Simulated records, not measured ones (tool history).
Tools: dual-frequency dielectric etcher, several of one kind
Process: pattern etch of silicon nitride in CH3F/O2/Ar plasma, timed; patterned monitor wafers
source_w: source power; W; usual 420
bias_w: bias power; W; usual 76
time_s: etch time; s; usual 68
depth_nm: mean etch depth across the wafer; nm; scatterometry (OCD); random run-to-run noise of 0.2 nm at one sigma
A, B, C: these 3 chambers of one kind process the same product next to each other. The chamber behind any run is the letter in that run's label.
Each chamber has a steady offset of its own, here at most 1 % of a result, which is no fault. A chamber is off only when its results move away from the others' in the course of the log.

| run | hour | source_w | bias_w | time_s | hours since the last wet clean | hours since the last source power generator calibration | hours since the last bias power generator calibration | read-back reference wafer on the same gauge, depth_nm | depth_nm |
|---|---|---|---|---|---|---|---|---|---|
| 1B | 10.1 | 420 | 76 | 68 | 349 | 479.8 | 1434.1 | 55.287 | 49.997 |
|  | 11.4 | chamber C: wet clean of the chamber |
| 2C | 20.5 | 420 | 76 | 68 | 9.1 | 1966.4 | 531.7 | 55.327 | 49.574 |
| 3A | 31.2 | 420 | 76 | 68 | 55 | 564.2 | 53.9 | 55.284 | 49.124 |
| 4C | 36.9 | 420 | 76 | 68 | 25.5 | 1982.8 | 548.1 | 55.275 | 49.484 |
| 5A | 47.9 | 420 | 76 | 68 | 71.7 | 580.9 | 70.6 | 55.305 | 49.041 |
| 6B | 58.4 | 420 | 76 | 68 | 397.3 | 528.1 | 1482.4 | 55.318 | 49.547 |
| 7C | 66.6 | 420 | 76 | 68 | 55.2 | 2012.5 | 577.8 | 55.313 | 49.796 |
|  | 74.1 | chamber B: wet clean of the chamber |
| 8A | 76.3 | 420 | 76 | 68 | 100.1 | 609.3 | 99 | 55.299 | 49.32 |
| 9B | 82.2 | 420 | 76 | 68 | 8.2 | 551.9 | 1506.2 | 55.247 | 49.817 |
| 10C | 92.6 | 420 | 76 | 68 | 81.2 | 2038.5 | 603.8 | 55.34 | 49.454 |
| 11A | 100.7 | 420 | 76 | 68 | 124.5 | 633.7 | 123.4 | 55.324 | 49.201 |
| 12B | 109.5 | 420 | 76 | 68 | 35.5 | 579.2 | 1533.5 | 55.286 | 49.667 |
| 13C | 117.9 | 420 | 76 | 68 | 106.5 | 2063.8 | 629.1 | 55.312 | 49.759 |
| 14B | 129.3 | 420 | 76 | 68 | 55.3 | 599 | 1553.3 | 55.339 | 49.856 |
| 15A | 138.8 | 420 | 76 | 68 | 162.6 | 671.8 | 161.5 | 55.322 | 49.405 |
| 16C | 148.6 | 360 | 59 | 68 | 137.2 | 2094.5 | 659.8 | 55.291 | 42.542 |
| 17B | 158.6 | 360 | 59 | 68 | 84.6 | 628.3 | 1582.6 | 55.302 | 43.082 |
| 18A | 164.3 | 360 | 59 | 68 | 188.1 | 697.3 | 187 | 55.3 | 42.888 |
| 19B | 176.2 | 420 | 76 | 68 | 102.2 | 645.9 | 1600.2 | 55.341 | 49.461 |
| 20A | 182.1 | 420 | 76 | 68 | 205.9 | 715.1 | 204.8 | 55.36 | 49.333 |
| 21C | 192.1 | 420 | 76 | 68 | 180.7 | 2138 | 703.3 | 55.237 | 49.041 |
| 22B | 198.8 | 420 | 76 | 68 | 124.8 | 668.5 | 1622.8 | 55.331 | 49.937 |
| 23A | 211.2 | 420 | 76 | 68 | 235 | 744.2 | 233.9 | 55.276 | 49.081 |
| 24C | 220.1 | 420 | 76 | 68 | 208.7 | 2166 | 731.3 | 55.278 | 49.451 |
| 25B | 226.6 | 420 | 76 | 68 | 152.6 | 696.3 | 1650.6 | 55.291 | 50.207 |
| 26C | 236.4 | 420 | 76 | 68 | 225 | 2182.3 | 747.6 | 55.349 | 49.716 |
| 27A | 248.3 | 420 | 76 | 68 | 272.1 | 781.3 | 271 | 55.312 | 49.344 |
| 28A | 258.6 | 420 | 76 | 68 | 282.4 | 791.6 | 281.3 | 55.267 | 49.161 |
| 29C | 265.7 | 420 | 76 | 68 | 254.3 | 2211.6 | 776.9 | 55.281 | 49.638 |
| 30B | 273.7 | 420 | 76 | 68 | 199.7 | 743.4 | 1697.7 | 55.261 | 49.693 |
| 31C | 284.1 | 420 | 76 | 68 | 272.7 | 2230 | 795.3 | 55.333 | 49.619 |
| 32B | 295.5 | 420 | 76 | 68 | 221.5 | 765.2 | 1719.5 | 55.255 | 49.737 |
| 33A | 307.9 | 490 | 63 | 68 | 331.7 | 840.9 | 330.6 | 55.268 | 48.918 |
| 34B | 320 | 490 | 63 | 68 | 246 | 789.7 | 1744 | 55.287 | 49.448 |
| 35C | 327.6 | 490 | 63 | 68 | 316.2 | 2273.5 | 838.8 | 55.259 | 49.251 |
| 36A | 339.2 | 420 | 76 | 68 | 363 | 872.2 | 361.9 | 55.313 | 49.33 |
| 37A | 350.5 | 420 | 76 | 68 | 374.3 | 883.5 | 373.2 | 55.339 | 49.19 |
| 38C | 362.2 | 420 | 76 | 68 | 350.8 | 2308.1 | 873.4 | 55.355 | 49.503 |
|  | 366.7 | chamber C: wet clean of the chamber |
| 39B | 370 | 420 | 92 | 49.5 | 296 | 839.7 | 1794 | 55.308 | 38.878 |
| 40A | 378.4 | 420 | 92 | 49.5 | 402.2 | 911.4 | 401.1 | 55.296 | 38.618 |
| 41B | 390.3 | 420 | 92 | 49.5 | 316.3 | 860 | 1814.3 | 55.311 | 38.663 |
| 42C | 400.7 | 420 | 76 | 68 | 34.1 | 2346.6 | 911.9 | 55.312 | 49.479 |
|  | 403.9 | chamber A: wet clean of the chamber |
| 43A | 407.4 | 420 | 76 | 68 | 3.6 | 940.4 | 430.1 | 55.229 | 49.322 |

What goes on in this fleet: one chamber off, a drifting gauge, or nothing beyond the chambers' own small offsets? Name the chamber and the cause, if any.

Neither any chamber nor the gauge drifts; the chambers differ only by their own small, steady offsets.
